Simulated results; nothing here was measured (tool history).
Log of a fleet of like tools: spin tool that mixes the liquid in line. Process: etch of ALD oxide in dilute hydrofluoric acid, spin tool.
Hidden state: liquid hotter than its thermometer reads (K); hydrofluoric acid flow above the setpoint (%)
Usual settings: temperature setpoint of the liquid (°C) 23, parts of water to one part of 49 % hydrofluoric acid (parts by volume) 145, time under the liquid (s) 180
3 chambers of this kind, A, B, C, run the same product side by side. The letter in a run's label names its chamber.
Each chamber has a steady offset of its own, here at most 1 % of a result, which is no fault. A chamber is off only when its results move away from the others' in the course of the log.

run     day  temperature setpoint of the liquid (°C)  parts of water to one part of 49 % hydrofluoric acid (parts by volume)  time under the liquid (s)  hours since the thermometer was replaced  hours since the hydrofluoric acid flow meter was replaced  read-back film thickness of the ALD oxide reference wafer, read on the same gauge (nm)  thickness taken off the ALD oxide on a monitor wafer (nm)
 1A   0.292                                       23                                                                     145                        180                                     631.7                                                        540                                                                                  150.02                                                     18.811
 2C   0.692                                       23                                                                     145                        180                                    2433.7                                                      186.9                                                                                     150                                                     19.225
      0.971  -- chamber A: thermometer replaced
 3B   1.004                                       23                                                                     145                        180                                    2885.1                                                      583.9                                                                                  150.02                                                     18.957
 4C   1.375                                       23                                                                     145                        180                                    2450.1                                                      203.3                                                                                  150.01                                                     18.903
 5B   1.588                                       23                                                                      95                        180                                    2899.1                                                      597.9                                                                                  150.01                                                     30.386
 6A   1.929                                       23                                                                      95                        180                                        23                                                      579.3                                                                                     150                                                     29.881
 7B   2.154                                       23                                                                      95                        180                                    2912.7                                                      611.5                                                                                     150                                                     30.742
 8C   2.525                                       23                                                                     145                        180                                    2477.7                                                      230.9                                                                                  150.01                                                     18.829
 9A   2.796                                       23                                                                     145                        180                                      43.8                                                      600.1                                                                                  149.99                                                     18.787
10B   3.225                                       23                                                                     145                        180                                    2938.4                                                      637.2                                                                                  150.01                                                       18.8
      3.367  -- chamber B: thermometer replaced
11A   3.508                                       23                                                                     145                        180                                      60.9                                                      617.2                                                                                  150.03                                                     18.757
12C    3.85                                       23                                                                     205                        105                                    2509.5                                                      262.7                                                                                     150                                                     7.3602
13A   4.108                                       23                                                                     205                        105                                      75.3                                                      631.6                                                                                     150                                                     7.3203
14C   4.475                                       23                                                                     205                        105                                    2524.5                                                      277.7                                                                                  149.99                                                     7.3201
      4.658  -- chamber C: thermometer replaced
15B   4.858                                       23                                                                     145                        180                                      35.9                                                      676.4                                                                                  149.99                                                     18.623
16B   5.179                                       23                                                                     145                        180                                      43.6                                                      684.1                                                                                  149.99                                                     18.651
17A   5.375                                       23                                                                     145                        180                                     105.7                                                        662                                                                                     150                                                     19.088
18C   5.746                                       23                                                                     145                        180                                      26.1                                                      308.2                                                                                     150                                                     18.934
19B   5.946                                       23                                                                     145                        130                                        62                                                      702.5                                                                                  149.99                                                      13.49
20A   6.208                                       23                                                                     145                        130                                     125.7                                                        682                                                                                     150                                                     13.911
21C   6.542                                       23                                                                     145                        130                                      45.2                                                      327.3                                                                                  150.01                                                     13.614
22A   6.817                                       23                                                                     145                        180                                     140.3                                                      696.6                                                                                     150                                                     19.756
23C     7.1                                       23                                                                      85                        180                                      58.6                                                      340.7                                                                                  150.01                                                      34.46
24B   7.454                                       23                                                                      85                        180                                      98.2                                                      738.7                                                                                     150                                                     34.658
25A   7.804                                       23                                                                      85                        180                                       164                                                      720.3                                                                                     150                                                     36.059
26B   8.196                                       21                                                                     200                        180                                       116                                                      756.5                                                                                  149.99                                                     11.914
27C   8.562                                       21                                                                     200                        180                                      93.7                                                      375.8                                                                                     150                                                     12.075
28B   8.979                                       21                                                                     200                        180                                     134.8                                                      775.3                                                                                     150                                                     11.823
29C   9.258                                       23                                                                     145                        180                                     110.4                                                      392.5                                                                                     150                                                     18.919
30A   9.688                                       23                                                                     145                        180                                     209.2                                                      765.5                                                                                  149.98                                                     20.324
31A   9.879                                       23                                                                     145                        180                                     213.8                                                      770.1                                                                                  149.99                                                     20.493
32C  10.275                                       23                                                                     145                        180                                     134.8                                                      416.9                                                                                  150.01                                                     19.005

Is one chamber off against the others, does the gauge drift, or is nothing wrong? If a chamber is off, say which, and what the likeliest cause is.

Chamber A drifts away from the others.
Cause: hydrofluoric acid flow above the setpoint (%) = 7.51.
The log may not tell that from: liquid hotter than its thermometer reads (K).

Here are 4 candidates for chamber A's next run, each the usual settings with a change, their results left as question marks. Which one brings its results back in line with what the others give on the usual settings?
In line means no further than this from the other chambers' mean on the usual settings: thickness taken off the ALD oxide on a monitor wafer (nm) 0.55
33A-1  10.583                                       23                                                                     145                        185                                                                                                                                                                                                                                                       ?
33A-2  10.583                                       23                                                                     145                        175                                                                                                                                                                                                                                                       ?
33A-3  10.583                                       23                                                                     155                        180                                                                                                                                                                                                                                                       ?
33A-4  10.583                                       23                                                                     145                        195                                                                                                                                                                                                                                                       ?

The other chambers' mean on the usual settings: thickness taken off the ALD oxide on a monitor wafer (nm) 18.849
  run  thickness taken off the ALD oxide on a monitor wafer (nm)
33A-1                                                     20.788
33A-2                                                     19.664
33A-3                                                     18.728
33A-4                                                     21.912
33A-3 brings the chamber back in line.

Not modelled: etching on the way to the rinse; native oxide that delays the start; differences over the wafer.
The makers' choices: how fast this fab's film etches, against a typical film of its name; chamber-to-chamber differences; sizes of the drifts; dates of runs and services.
